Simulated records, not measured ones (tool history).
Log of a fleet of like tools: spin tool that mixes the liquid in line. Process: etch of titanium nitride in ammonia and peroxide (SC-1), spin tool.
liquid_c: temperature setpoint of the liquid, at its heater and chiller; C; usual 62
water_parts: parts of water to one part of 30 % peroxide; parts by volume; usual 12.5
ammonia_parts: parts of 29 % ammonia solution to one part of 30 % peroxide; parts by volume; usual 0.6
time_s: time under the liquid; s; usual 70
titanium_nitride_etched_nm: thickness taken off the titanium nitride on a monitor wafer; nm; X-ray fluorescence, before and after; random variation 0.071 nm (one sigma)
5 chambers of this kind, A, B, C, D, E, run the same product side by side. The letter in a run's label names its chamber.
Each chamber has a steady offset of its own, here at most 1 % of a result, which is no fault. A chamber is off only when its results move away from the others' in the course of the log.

run   hour  liquid_c  water_parts  ammonia_parts  time_s  hours since the thermometer was replaced  hours since the ammonia flow meter was replaced  hours since the heated supply line was repaired  hours since the drum of ammonia solution was connected  read-back film thickness of the titanium nitride reference wafer, read on the same gauge (nm)  titanium_nitride_etched_nm
 1C    8.7        62         12.5            0.6      70                                     238.2                                           2239.3                                            910.7                                                    46.9                                                                                         79.991                      9.0166
 2A   14.8        62         12.5            0.6      70                                     256.4                                            989.6                                            476.7                                                     178                                                                                         79.983                      8.9037
      17.9  -- chamber B: thermometer replaced
 3E   25.5        62         12.5            0.6      70                                      1226                                           1162.7                                            648.1                                                   946.4                                                                                         79.999                      9.0449
 4B   35.9        62         12.5            0.6      70                                        18                                           1509.7                                            518.5                                                   264.2                                                                                             80                      9.0308
 5D   46.4        62         12.5            0.6      70                                    1373.3                                            151.8                                           1169.7                                                   427.4                                                                                         80.001                      8.6855
 6E     56        62         12.5            0.6      70                                    1256.5                                           1193.2                                            678.6                                                   976.9                                                                                         80.018                      8.9037
 7B   64.6        62         12.5            0.6      70                                      46.7                                           1538.4                                            547.2                                                   292.9                                                                                         79.998                      9.0539
 8A     76      53.5         12.5           0.45      70                                     317.6                                           1050.8                                            537.9                                                   239.2                                                                                         79.996                      4.7617
 9C   84.4      53.5         12.5           0.45      70                                     313.9                                             2315                                            986.4                                                   122.6                                                                                         80.014                      4.8346
10D   95.1      53.5         12.5           0.45      70                                      1422                                            200.5                                           1218.4                                                   476.1                                                                                         80.008                      4.7792
11A  104.2      53.5         12.5           0.45      70                                     345.8                                             1079                                            566.1                                                   267.4                                                                                         79.995                       4.818
     112.9  -- chamber E: new drum of ammonia solution connected
12E  114.1      53.5         12.5           0.45      70                                    1314.6                                           1251.3                                            736.7                                                     1.3                                                                                         79.994                        4.79
13D  120.8        62         12.5            0.6      70                                    1447.7                                            226.2                                           1244.1                                                   501.8                                                                                         79.983                      8.8057
14C    128        62         12.5            0.6      70                                     357.5                                           2358.6                                             1030                                                   166.2                                                                                         80.018                      8.9668
     130.1  -- chamber B: new drum of ammonia solution connected
15B  133.5        62         12.5            0.6      70                                     115.6                                           1607.3                                            616.1                                                     3.5                                                                                         80.018                      8.8594
16A  141.9        62         12.5            0.6      70                                     383.5                                           1116.7                                            603.8                                                   305.1                                                                                         80.001                      8.8831
17E  152.9        62         12.5            0.6      70                                    1353.4                                           1290.1                                            775.5                                                    40.1                                                                                         79.983                      8.9038
18C  159.3        62         12.5            0.6      70                                     388.8                                           2389.9                                           1061.3                                                   197.5                                                                                         79.969                      8.9724
     162.3  -- chamber C: ammonia flow meter replaced
19B    168      55.5         12.5            0.6      40                                     150.1                                           1641.8                                            650.6                                                      38                                                                                         79.997                      3.3259
20D    177      55.5         12.5            0.6      40                                    1503.9                                            282.4                                           1300.3                                                     558                                                                                         80.002                      3.2797
21C  184.8      55.5         12.5            0.6      40                                     414.3                                             22.6                                           1086.8                                                     223                                                                                         79.991                      3.3393
22A  193.3      55.5         12.5            0.6      40                                     434.9                                           1168.1                                            655.2                                                   356.5                                                                                         80.003                      3.2917
23E  204.8      55.5         12.5            0.6      40                                    1405.3                                             1342                                            827.4                                                      92                                                                                         79.999                       3.263
24B  213.9        62         12.5            0.6      70                                       196                                           1687.7                                            696.5                                                    83.9                                                                                         80.003                      8.6604
25D  222.2        62         12.5            0.6      70                                    1549.1                                            327.6                                           1345.5                                                   603.2                                                                                         80.001                      8.7716
26B    228        62         12.5            0.6      70                                     210.1                                           1701.8                                            710.6                                                      98                                                                                         79.992                      8.6133
27C  236.5        62         12.5            0.6      70                                       466                                             74.3                                           1138.5                                                   274.7                                                                                         79.996                      8.9843
28E  248.2        54         12.5            0.6      70                                    1448.7                                           1385.4                                            870.8                                                   135.4                                                                                         80.007                      5.2528
29A  259.5        54         12.5            0.6      70                                     501.1                                           1234.3                                            721.4                                                   422.7                                                                                         80.012                       5.255
     267.2  -- chamber D: new drum of ammonia solution connected
30D  267.8        54         12.5            0.6      70                                    1594.7                                            373.2                                           1391.1                                                     0.6                                                                                          80.01                      5.1963
31E  278.4        54         12.5            0.6      70                                    1478.9                                           1415.6                                              901                                                   165.6                                                                                         79.984                      5.2281
32A  289.6        54         12.5            0.6      70                                     531.2                                           1264.4                                            751.5                                                   452.8                                                                                         80.003                       5.246
33D  300.9        62         12.5            0.6      70                                    1627.8                                            406.3                                           1424.2                                                    33.7                                                                                         79.995                      8.8809
34B  312.1        62         12.5            0.6      70                                     294.2                                           1785.9                                            794.7                                                   182.1                                                                                             80                      8.2931
35C  321.2        62         12.5            0.6      70                                     550.7                                              159                                           1223.2                                                   359.4                                                                                         79.995                      9.0158
36B  329.6        62         12.5            0.6      70                                     311.7                                           1803.4                                            812.2                                                   199.6                                                                                         79.995                       8.305
37A  338.5        62         12.5            0.6      70                                     580.1                                           1313.3                                            800.4                                                   501.7                                                                                         79.982                      8.9355

What goes on in this fleet: one chamber off, a drifting gauge, or nothing beyond the chambers' own small offsets? Name the chamber and the cause, if any.

Chamber B drifts away from the others.
Cause: temperature lost on the way to the wafer (K) = 1.36.
The log may not tell that from: liquid colder than its thermometer reads (K).

Here are 4 candidates for chamber B's next run, each the usual settings with a change, their results left as question marks. Which one brings its results back in line with what the others give on the usual settings?
In line means no further than this from the other chambers' mean on the usual settings: titanium_nitride_etched_nm 0.25 nm
38B-1  346.8        63           12            0.6      70                                                                                                                                                                                                                                                                                                                              ?
38B-2  346.8        61           13            0.6      65                                                                                                                                                                                                                                                                                                                              ?
38B-3  346.8        64           12            0.6      70                                                                                                                                                                                                                                                                                                                              ?
38B-4  346.8        62         14.5            0.6      70                                                                                                                                                                                                                                                                                                                              ?

The other chambers' mean on the usual settings: titanium_nitride_etched_nm 8.9229 nm
  run  titanium_nitride_etched_nm
38B-1                      9.0041
38B-2                      7.0444
38B-3                      9.5938
38B-4                       7.627
38B-1 brings the chamber back in line.
